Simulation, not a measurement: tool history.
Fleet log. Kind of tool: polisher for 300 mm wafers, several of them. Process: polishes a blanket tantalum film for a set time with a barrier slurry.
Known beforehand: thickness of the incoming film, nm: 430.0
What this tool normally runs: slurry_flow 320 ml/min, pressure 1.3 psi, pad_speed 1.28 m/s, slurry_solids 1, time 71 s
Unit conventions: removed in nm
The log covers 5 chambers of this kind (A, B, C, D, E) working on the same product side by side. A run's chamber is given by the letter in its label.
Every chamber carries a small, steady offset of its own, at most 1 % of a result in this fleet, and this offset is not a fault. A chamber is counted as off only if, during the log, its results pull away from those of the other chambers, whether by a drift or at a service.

| run | hour | slurry_flow | pressure | pad_speed | slurry_solids | time | wafers polished on this pad | hours since the slurry nozzle was cleaned | hours since the head pressure was calibrated | hours since the slurry blender was calibrated | removed |
|---|---|---|---|---|---|---|---|---|---|---|---|
| 1A | 5.4 | 320 | 1.3 | 1.28 | 1 | 71 | 482 | 59.2 | 377.5 | 229.7 | 114.27 |
|  | 10.1 | chamber B: slurry blender recalibrated |
| 2D | 15.5 | 320 | 1.3 | 1.28 | 1 | 71 | 401 | 357.8 | 900 | 129.4 | 116.13 |
| 3B | 22.5 | 320 | 1.3 | 1.28 | 1 | 71 | 164 | 152.5 | 31.2 | 12.4 | 115.02 |
|  | 25.5 | chamber A: worn pad replaced by a new one |
| 4E | 33.5 | 320 | 1.3 | 1.28 | 1 | 71 | 231 | 194.6 | 807.4 | 149.2 | 113.37 |
|  | 36.2 | chamber D: worn pad replaced by a new one |
| 5C | 42.5 | 320 | 1.3 | 1.28 | 1 | 71 | 877 | 509.3 | 1042.6 | 115.1 | 112.65 |
|  | 43.7 | chamber C: slurry nozzle cleaned |
| 6A | 48.8 | 320 | 1.3 | 1.28 | 1 | 71 | 160 | 102.6 | 420.9 | 273.1 | 111.86 |
| 7E | 59.4 | 320 | 1.3 | 1.28 | 1 | 71 | 410 | 220.5 | 833.3 | 175.1 | 112.69 |
|  | 64.6 | chamber E: slurry blender recalibrated |
| 8C | 69.7 | 320 | 1.3 | 1.28 | 1 | 71 | 1064 | 26 | 1069.8 | 142.3 | 115.14 |
| 9D | 78.3 | 320 | 1.3 | 1.28 | 1 | 71 | 289 | 420.6 | 962.8 | 192.2 | 115.88 |
|  | 79.9 | chamber E: worn pad replaced by a new one |
| 10B | 85.2 | 320 | 1.3 | 1.28 | 1 | 71 | 595 | 215.2 | 93.9 | 75.1 | 113.36 |
|  | 86.7 | chamber C: worn pad replaced by a new one |
| 11A | 92.9 | 320 | 1.3 | 1.28 | 1 | 71 | 463 | 146.7 | 465 | 317.2 | 114.55 |
| 12D | 98.7 | 320 | 1.3 | 1.28 | 1 | 71 | 430 | 441 | 983.2 | 212.6 | 117.58 |
| 13C | 103.7 | 285 | 0.9 | 1.28 | 1 | 71 | 117 | 60 | 1103.8 | 176.3 | 78.716 |
|  | 113 | chamber A: slurry blender recalibrated |
|  | 113.3 | chamber B: worn pad replaced by a new one |
|  | 114 | chamber A: worn pad replaced by a new one |
| 14E | 114.8 | 285 | 0.9 | 1.28 | 1 | 71 | 240 | 275.9 | 888.7 | 50.3 | 79.382 |
|  | 116.8 | chamber D: worn pad replaced by a new one |
| 15B | 123.2 | 285 | 0.9 | 1.28 | 1 | 71 | 68 | 253.2 | 131.9 | 113.1 | 78.962 |
| 16B | 131 | 285 | 0.9 | 1.28 | 1 | 71 | 121 | 261 | 139.7 | 120.9 | 78.95 |
| 17C | 138.1 | 285 | 0.9 | 1.28 | 1 | 71 | 354 | 94.4 | 1138.2 | 210.7 | 77.235 |
| 18A | 143 | 320 | 1.3 | 1.28 | 1 | 71 | 199 | 196.8 | 515.1 | 30.1 | 116.23 |
| 19E | 148.6 | 320 | 1.3 | 1.28 | 1 | 71 | 473 | 309.7 | 922.5 | 84.1 | 114.38 |
| 20D | 153.8 | 320 | 1.3 | 1.28 | 1 | 71 | 255 | 496.1 | 1038.3 | 267.7 | 113.67 |
|  | 156.7 | chamber C: head pressure recalibrated |
|  | 158.3 | chamber E: worn pad replaced by a new one |
| 21C | 158.6 | 320 | 1.3 | 1.28 | 1 | 71 | 495 | 114.9 | 1.9 | 231.2 | 111.7 |
| 22A | 168.7 | 320 | 1.3 | 1.28 | 1 | 71 | 376 | 222.5 | 540.8 | 55.8 | 113.9 |
| 23E | 177 | 320 | 1.3 | 1.28 | 1 | 71 | 128 | 338.1 | 950.9 | 112.5 | 113.34 |
|  | 179.7 | chamber D: slurry blender recalibrated |
| 24D | 186.7 | 320 | 1.3 | 1.58 | 1 | 71 | 481 | 529 | 1071.2 | 7 | 141.09 |
| 25B | 196.2 | 320 | 1.3 | 1.58 | 1 | 71 | 570 | 326.2 | 204.9 | 186.1 | 140.76 |
|  | 196.4 | chamber D: worn pad replaced by a new one |
|  | 197.4 | chamber B: slurry nozzle cleaned |
| 26C | 205.8 | 320 | 1.3 | 1.58 | 1 | 71 | 820 | 162.1 | 49.1 | 278.4 | 136.75 |
|  | 208.6 | chamber A: worn pad replaced by a new one |
| 27D | 213.1 | 320 | 1.3 | 1.58 | 1 | 71 | 115 | 555.4 | 1097.6 | 33.4 | 142.97 |
| 28A | 220 | 320 | 1.3 | 1.58 | 1 | 71 | 78 | 273.8 | 592.1 | 107.1 | 140.35 |
|  | 225.4 | chamber B: worn pad replaced by a new one |
| 29B | 226.6 | 320 | 1.3 | 1.28 | 1 | 71 | 8 | 29.3 | 235.3 | 216.5 | 113.78 |
| 30E | 235.9 | 320 | 1.3 | 1.28 | 1 | 71 | 534 | 397 | 1009.8 | 171.4 | 114.24 |
| 31B | 242.5 | 320 | 1.3 | 1.28 | 1 | 71 | 118 | 45.2 | 251.2 | 232.4 | 118.99 |
| 32A | 251.3 | 320 | 1.3 | 1.28 | 1 | 71 | 294 | 305.1 | 623.4 | 138.4 | 113.66 |
| 33C | 259.1 | 320 | 1.3 | 1.28 | 1 | 71 | 1187 | 215.4 | 102.4 | 331.7 | 108.38 |
|  | 259.3 | chamber E: worn pad replaced by a new one |
| 34E | 264.5 | 320 | 1.3 | 1.28 | 1 | 71 | 36 | 425.6 | 1038.4 | 200 | 116 |
| 35D | 271.7 | 320 | 1.3 | 1.28 | 1 | 71 | 518 | 614 | 1156.2 | 92 | 114.31 |
|  | 280.9 | chamber D: worn pad replaced by a new one |
| 36C | 281 | 235 | 1.3 | 1.28 | 1 | 71 | 1338 | 237.3 | 124.3 | 353.6 | 103.13 |
|  | 285.9 | chamber E: slurry blender recalibrated |
| 37D | 287.7 | 235 | 1.3 | 1.28 | 1 | 71 | 46 | 630 | 1172.2 | 108 | 110.21 |
| 38B | 294 | 235 | 1.3 | 1.28 | 1 | 71 | 472 | 96.7 | 302.7 | 283.9 | 111.03 |
| 39A | 304.1 | 235 | 1.3 | 1.28 | 1 | 71 | 657 | 357.9 | 676.2 | 191.2 | 112.07 |
| 40E | 310.4 | 235 | 1.3 | 1.28 | 1 | 71 | 352 | 471.5 | 1084.3 | 24.5 | 110.97 |
| 41D | 321 | 320 | 1.3 | 1.28 | 1 | 71 | 276 | 663.3 | 1205.5 | 141.3 | 118.54 |

Has any chamber moved away from the others, gradually or after a service, or does the common gauge drift, or do the chambers differ only by their own small steady offsets? State the chamber and the most likely cause if one applies.

Chamber C drifts away from the others.
Most likely cause: abrasive missing from the slurry, % = 24.8.

Which of the 4 candidates below, each the usual settings with something changed and its results left as question marks, puts chamber C back in line with what the other chambers give on the usual settings?
Counts as in line when no further than this from what the other chambers average on the usual settings: removed 5.1 nm
| 42C-1 | 328.9 | 320 | 1.2 | 1.18 | 1 | 71 |  |  |  |  | ? |
| 42C-2 | 328.9 | 320 | 1.3 | 1.34 | 1 | 74 |  |  |  |  | ? |
| 42C-3 | 328.9 | 320 | 1.4 | 1.34 | 1 | 75 |  |  |  |  | ? |
| 42C-4 | 328.9 | 320 | 1.3 | 1.28 | 1 | 65 |  |  |  |  | ? |

The other chambers' mean on the usual settings: removed 114.78 nm
| run | removed |
|---|---|
| 42C-1 | 89.551 |
| 42C-2 | 114.52 |
| 42C-3 | 124.86 |
| 42C-4 | 96.133 |
42C-2 puts the chamber back in line with the other chambers.
